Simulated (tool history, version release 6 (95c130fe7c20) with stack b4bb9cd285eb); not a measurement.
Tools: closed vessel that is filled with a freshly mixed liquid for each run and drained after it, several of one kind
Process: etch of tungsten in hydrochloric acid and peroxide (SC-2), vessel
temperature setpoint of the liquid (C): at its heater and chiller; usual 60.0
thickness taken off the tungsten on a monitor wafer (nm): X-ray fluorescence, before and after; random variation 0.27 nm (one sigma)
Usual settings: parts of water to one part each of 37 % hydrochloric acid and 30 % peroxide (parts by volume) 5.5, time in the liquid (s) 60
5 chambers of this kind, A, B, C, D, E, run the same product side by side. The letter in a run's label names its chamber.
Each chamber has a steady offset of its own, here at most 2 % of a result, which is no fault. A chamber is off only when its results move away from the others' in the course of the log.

| run | hour | temperature setpoint of the liquid (C) | parts of water to one part each of 37 % hydrochloric acid and 30 % peroxide (parts by volume) | time in the liquid (s) | hours since the thermometer was replaced | hours since the chemicals flow meter was replaced | hours since the drum of peroxide was connected | read-back film thickness of the tungsten reference wafer, read on the same gauge (nm) | thickness taken off the tungsten on a monitor wafer (nm) |
|---|---|---|---|---|---|---|---|---|---|
| 1B | 10.1 | 60.0 | 5.5 | 60 | 628.7 | 1297.3 | 393.4 | 49.998 | 43.408 |
| 2A | 17.1 | 60.0 | 5.5 | 60 | 1184.8 | 251.0 | 157.7 | 49.975 | 42.248 |
| 3D | 26.0 | 60.0 | 5.5 | 60 | 170.9 | 1195.6 | 76.1 | 50.008 | 42.244 |
| 4C | 39.8 | 60.0 | 5.5 | 60 | 276.4 | 89.8 | 688.8 | 49.972 | 43.317 |
| 5E | 50.3 | 60.0 | 5.5 | 60 | 527.5 | 1137.3 | 603.2 | 49.980 | 43.081 |
| 6A | 61.9 | 60.0 | 5.5 | 60 | 1229.6 | 295.8 | 202.5 | 50.024 | 42.012 |
| 7E | 75.2 | 60.0 | 5.5 | 60 | 552.4 | 1162.2 | 628.1 | 49.996 | 43.436 |
| 8C | 82.3 | 60.0 | 5.5 | 60 | 318.9 | 132.3 | 731.3 | 50.012 | 43.041 |
| 9D | 88.9 | 60.0 | 5.5 | 60 | 233.8 | 1258.5 | 139.0 | 49.999 | 42.478 |
| 10B | 100.0 | 60.0 | 5.5 | 60 | 718.6 | 1387.2 | 483.3 | 50.012 | 42.963 |
|  | 108.3 | chamber E: thermometer replaced |
| 11A | 113.7 | 67.5 | 5.5 | 60 | 1281.4 | 347.6 | 254.3 | 50.003 | 66.741 |
| 12B | 123.1 | 67.5 | 5.5 | 60 | 741.7 | 1410.3 | 506.4 | 50.004 | 68.855 |
| 13D | 129.2 | 67.5 | 5.5 | 60 | 274.1 | 1298.8 | 179.3 | 49.989 | 68.804 |
| 14C | 135.9 | 67.5 | 5.5 | 60 | 372.5 | 185.9 | 784.9 | 50.001 | 69.352 |
| 15E | 143.5 | 67.5 | 5.5 | 60 | 35.3 | 1230.5 | 696.4 | 49.978 | 68.229 |
|  | 149.6 | chamber A: thermometer replaced |
| 16E | 157.0 | 60.0 | 5.5 | 60 | 48.8 | 1244.0 | 709.9 | 50.003 | 42.945 |
| 17C | 166.2 | 60.0 | 5.5 | 60 | 402.8 | 216.2 | 815.2 | 49.981 | 43.337 |
| 18B | 178.8 | 69.5 | 5.5 | 60 | 797.4 | 1466.0 | 562.1 | 50.001 | 77.235 |
| 19A | 188.3 | 69.5 | 5.5 | 60 | 38.8 | 422.2 | 328.9 | 50.005 | 74.577 |
| 20D | 195.0 | 69.5 | 5.5 | 60 | 339.9 | 1364.6 | 245.1 | 50.023 | 75.701 |
|  | 195.3 | chamber D: chemicals flow meter replaced |
| 21E | 203.8 | 69.5 | 5.5 | 60 | 95.6 | 1290.8 | 756.7 | 49.978 | 75.768 |
| 22B | 216.2 | 69.5 | 5.5 | 60 | 834.8 | 1503.4 | 599.5 | 50.006 | 76.500 |
| 23D | 224.0 | 60.0 | 5.5 | 60 | 368.9 | 28.8 | 274.1 | 50.017 | 43.085 |
|  | 229.1 | chamber B: chemicals flow meter replaced |
| 24C | 235.9 | 60.0 | 5.5 | 60 | 472.5 | 285.9 | 884.9 | 50.014 | 44.605 |
| 25A | 245.0 | 60.0 | 5.5 | 60 | 95.5 | 478.9 | 385.6 | 50.004 | 42.185 |
|  | 254.0 | chamber D: new drum of peroxide connected |
| 26B | 258.5 | 60.0 | 5.5 | 60 | 877.1 | 29.4 | 641.8 | 49.987 | 43.367 |
| 27C | 267.7 | 60.0 | 7.5 | 60 | 504.3 | 317.7 | 916.7 | 49.999 | 35.586 |
|  | 278.9 | chamber B: new drum of peroxide connected |
|  | 279.0 | chamber C: new drum of peroxide connected |
| 28A | 279.6 | 60.0 | 7.5 | 60 | 130.1 | 513.5 | 420.2 | 49.998 | 32.985 |
| 29D | 292.7 | 60.0 | 7.5 | 60 | 437.6 | 97.5 | 38.7 | 50.027 | 33.702 |
| 30E | 300.4 | 60.0 | 7.5 | 60 | 192.2 | 1387.4 | 853.3 | 50.025 | 33.584 |
| 31E | 311.2 | 60.0 | 7.5 | 60 | 203.0 | 1398.2 | 864.1 | 50.019 | 33.764 |
| 32D | 320.9 | 60.0 | 5.5 | 60 | 465.8 | 125.7 | 66.9 | 49.987 | 42.430 |
| 33C | 330.7 | 60.0 | 5.5 | 60 | 567.3 | 380.7 | 51.7 | 50.001 | 44.832 |
| 34A | 337.2 | 60.0 | 5.5 | 60 | 187.7 | 571.1 | 477.8 | 50.016 | 42.231 |
| 35B | 343.4 | 60.0 | 5.5 | 60 | 962.0 | 114.3 | 64.6 | 49.991 | 43.353 |
| 36B | 354.3 | 60.0 | 5.5 | 60 | 972.9 | 125.2 | 75.5 | 49.991 | 43.025 |
| 37E | 367.1 | 60.0 | 5.5 | 50 | 258.9 | 1454.1 | 920.0 | 50.007 | 36.247 |
| 38D | 376.6 | 60.0 | 5.5 | 50 | 521.5 | 181.4 | 122.6 | 49.999 | 35.871 |
| 39C | 384.8 | 60.0 | 5.5 | 50 | 621.4 | 434.8 | 105.8 | 50.030 | 38.045 |
| 40A | 397.7 | 60.0 | 5.5 | 50 | 248.2 | 631.6 | 538.3 | 50.004 | 35.094 |
| 41A | 405.6 | 60.0 | 5.5 | 50 | 256.1 | 639.5 | 546.2 | 50.003 | 34.617 |

Next, every chamber runs the same settings. What will each give?
| 42A | 415.7 | 60.0 | 5.5 | 60 |  |  |  |  | ? |
| 42B | 415.7 | 60.0 | 5.5 | 60 |  |  |  |  | ? |
| 42C | 415.7 | 60.0 | 5.5 | 60 |  |  |  |  | ? |
| 42D | 415.7 | 60.0 | 5.5 | 60 |  |  |  |  | ? |
| 42E | 415.7 | 60.0 | 5.5 | 60 |  |  |  |  | ? |

| run | thickness taken off the tungsten on a monitor wafer (nm) |
|---|---|
| 42A | 41.704 |
| 42B | 43.371 |
| 42C | 44.946 |
| 42D | 43.186 |
| 42E | 42.907 |

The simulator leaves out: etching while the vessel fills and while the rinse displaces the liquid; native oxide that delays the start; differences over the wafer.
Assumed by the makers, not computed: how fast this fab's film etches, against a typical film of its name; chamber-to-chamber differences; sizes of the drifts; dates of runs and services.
